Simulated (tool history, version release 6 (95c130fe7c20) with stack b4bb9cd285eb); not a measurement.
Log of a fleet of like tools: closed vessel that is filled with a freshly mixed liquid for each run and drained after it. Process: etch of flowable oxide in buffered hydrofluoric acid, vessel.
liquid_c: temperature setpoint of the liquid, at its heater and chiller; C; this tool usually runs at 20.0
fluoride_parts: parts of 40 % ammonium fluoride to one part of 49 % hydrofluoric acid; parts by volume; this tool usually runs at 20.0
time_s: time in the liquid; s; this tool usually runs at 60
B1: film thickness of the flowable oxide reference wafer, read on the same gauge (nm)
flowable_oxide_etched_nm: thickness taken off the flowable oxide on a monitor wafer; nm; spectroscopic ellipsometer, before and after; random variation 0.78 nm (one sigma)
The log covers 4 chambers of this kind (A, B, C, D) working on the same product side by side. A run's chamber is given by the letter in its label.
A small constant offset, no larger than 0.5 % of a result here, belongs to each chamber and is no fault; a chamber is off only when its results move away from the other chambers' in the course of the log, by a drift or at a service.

{"run": "1A", "hour": 8.4, "liquid_c": 20.0, "fluoride_parts": 20.0, "time_s": 60, "B1": 99.973, "flowable_oxide_etched_nm": 86.861}
{"run": "2D", "hour": 20.5, "liquid_c": 20.0, "fluoride_parts": 20.0, "time_s": 60, "B1": 99.996, "flowable_oxide_etched_nm": 84.555}
{"run": "3C", "hour": 30.8, "liquid_c": 20.0, "fluoride_parts": 20.0, "time_s": 60, "B1": 100.01, "flowable_oxide_etched_nm": 84.315}
{"run": "4B", "hour": 38.3, "liquid_c": 20.0, "fluoride_parts": 20.0, "time_s": 60, "B1": 100.02, "flowable_oxide_etched_nm": 84.47}
{"run": "5A", "hour": 47.6, "liquid_c": 20.0, "fluoride_parts": 20.0, "time_s": 60, "B1": 99.989, "flowable_oxide_etched_nm": 86.107}
{"run": "6D", "hour": 55.0, "liquid_c": 20.0, "fluoride_parts": 20.0, "time_s": 60, "B1": 100.0, "flowable_oxide_etched_nm": 84.927}
{"run": "7C", "hour": 61.7, "liquid_c": 20.0, "fluoride_parts": 20.0, "time_s": 60, "B1": 99.987, "flowable_oxide_etched_nm": 86.182}
{"run": "8B", "hour": 71.3, "liquid_c": 20.0, "fluoride_parts": 20.0, "time_s": 60, "B1": 100.02, "flowable_oxide_etched_nm": 85.391}
{"run": "9A", "hour": 77.9, "liquid_c": 20.0, "fluoride_parts": 25.5, "time_s": 40, "B1": 100.01, "flowable_oxide_etched_nm": 47.814}
{"run": "10C", "hour": 91.5, "liquid_c": 20.0, "fluoride_parts": 25.5, "time_s": 40, "B1": 99.995, "flowable_oxide_etched_nm": 48.2}
{"run": "11B", "hour": 100.7, "liquid_c": 20.0, "fluoride_parts": 25.5, "time_s": 40, "B1": 100.0, "flowable_oxide_etched_nm": 47.892}
{"run": "12D", "hour": 108.9, "liquid_c": 20.0, "fluoride_parts": 25.5, "time_s": 40, "B1": 99.974, "flowable_oxide_etched_nm": 48.709}
{"run": "13C", "hour": 118.8, "liquid_c": 20.0, "fluoride_parts": 20.0, "time_s": 60, "B1": 99.977, "flowable_oxide_etched_nm": 86.026}
{"run": "14A", "hour": 132.1, "liquid_c": 20.0, "fluoride_parts": 20.0, "time_s": 60, "B1": 100.01, "flowable_oxide_etched_nm": 85.38}
{"run": "15D", "hour": 144.9, "liquid_c": 20.0, "fluoride_parts": 13.5, "time_s": 60, "B1": 100.0, "flowable_oxide_etched_nm": 125.84}
{"run": "16B", "hour": 157.3, "liquid_c": 20.0, "fluoride_parts": 13.5, "time_s": 60, "B1": 100.02, "flowable_oxide_etched_nm": 128.99}
{"run": "17A", "hour": 170.9, "liquid_c": 20.0, "fluoride_parts": 13.5, "time_s": 60, "B1": 100.02, "flowable_oxide_etched_nm": 126.21}
{"run": "18D", "hour": 182.5, "liquid_c": 20.0, "fluoride_parts": 13.5, "time_s": 60, "B1": 99.992, "flowable_oxide_etched_nm": 126.58}
{"run": "19B", "hour": 188.6, "liquid_c": 20.0, "fluoride_parts": 20.0, "time_s": 60, "B1": 100.01, "flowable_oxide_etched_nm": 88.356}
{"run": "20C", "hour": 199.3, "liquid_c": 20.0, "fluoride_parts": 20.0, "time_s": 60, "B1": 100.02, "flowable_oxide_etched_nm": 85.94}
{"run": "21C", "hour": 206.5, "liquid_c": 20.0, "fluoride_parts": 20.0, "time_s": 60, "B1": 100.02, "flowable_oxide_etched_nm": 85.401}
{"run": "22A", "hour": 217.7, "liquid_c": 20.0, "fluoride_parts": 15.5, "time_s": 75, "B1": 99.999, "flowable_oxide_etched_nm": 136.91}
{"run": "23B", "hour": 226.6, "liquid_c": 20.0, "fluoride_parts": 15.5, "time_s": 75, "B1": 100.01, "flowable_oxide_etched_nm": 144.81}
{"run": "24D", "hour": 240.5, "liquid_c": 20.0, "fluoride_parts": 15.5, "time_s": 75, "B1": 100.0, "flowable_oxide_etched_nm": 136.61}
{"hour": 246.6, "done": "chamber C: thermometer replaced"}
{"run": "25D", "hour": 249.5, "liquid_c": 20.0, "fluoride_parts": 15.5, "time_s": 75, "B1": 99.995, "flowable_oxide_etched_nm": 138.06}
{"run": "26A", "hour": 261.6, "liquid_c": 20.0, "fluoride_parts": 20.0, "time_s": 60, "B1": 99.985, "flowable_oxide_etched_nm": 87.023}
{"run": "27C", "hour": 272.3, "liquid_c": 20.0, "fluoride_parts": 20.0, "time_s": 60, "B1": 100.01, "flowable_oxide_etched_nm": 86.401}
{"run": "28B", "hour": 285.4, "liquid_c": 23.5, "fluoride_parts": 20.0, "time_s": 60, "B1": 100.01, "flowable_oxide_etched_nm": 112.69}
{"run": "29D", "hour": 292.4, "liquid_c": 23.5, "fluoride_parts": 20.0, "time_s": 60, "B1": 100.01, "flowable_oxide_etched_nm": 104.42}
{"run": "30C", "hour": 301.8, "liquid_c": 23.5, "fluoride_parts": 20.0, "time_s": 60, "B1": 100.01, "flowable_oxide_etched_nm": 103.93}
{"run": "31B", "hour": 309.6, "liquid_c": 23.5, "fluoride_parts": 20.0, "time_s": 60, "B1": 100.01, "flowable_oxide_etched_nm": 112.86}
{"run": "32A", "hour": 318.1, "liquid_c": 20.0, "fluoride_parts": 20.0, "time_s": 60, "B1": 99.978, "flowable_oxide_etched_nm": 86.712}
{"run": "33D", "hour": 329.8, "liquid_c": 20.0, "fluoride_parts": 20.0, "time_s": 60, "B1": 100.02, "flowable_oxide_etched_nm": 85.341}

Is one chamber off against the others, does the gauge drift, or is nothing wrong? If a chamber is off, say which, and what the likeliest cause is.

Little by little, chamber B moves away from the other chambers.
What lies behind it: liquid hotter than its thermometer reads (K) = 1.95.
The log might look much the same if the cause were instead: hydrofluoric acid flow above the setpoint (%).

Chamber B could run next with any of the 4 candidate recipes listed below; each alters the usual settings, and their results appear as question marks. Which one brings its results back in line with what the other chambers deliver on the usual settings?
Counts as in line when no further than this from what the other chambers average on the usual settings: flowable_oxide_etched_nm 2.700 nm
{"run": "34B-1", "hour": 339.8, "liquid_c": 20.0, "fluoride_parts": 20.5, "time_s": 55, "flowable_oxide_etched_nm": "?"}
{"run": "34B-2", "hour": 339.8, "liquid_c": 22.0, "fluoride_parts": 20.0, "time_s": 60, "flowable_oxide_etched_nm": "?"}
{"run": "34B-3", "hour": 339.8, "liquid_c": 18.0, "fluoride_parts": 23.5, "time_s": 60, "flowable_oxide_etched_nm": "?"}
{"run": "34B-4", "hour": 339.8, "liquid_c": 20.5, "fluoride_parts": 19.0, "time_s": 70, "flowable_oxide_etched_nm": "?"}

Usual-settings mean across the other chambers: flowable_oxide_etched_nm 85.344 nm
run=34B-1 flowable_oxide_etched_nm=86.294
run=34B-2 flowable_oxide_etched_nm=107.120
run=34B-3 flowable_oxide_etched_nm=76.394
run=34B-4 flowable_oxide_etched_nm=121.010
It is 34B-1 that realigns the chamber with its peers.
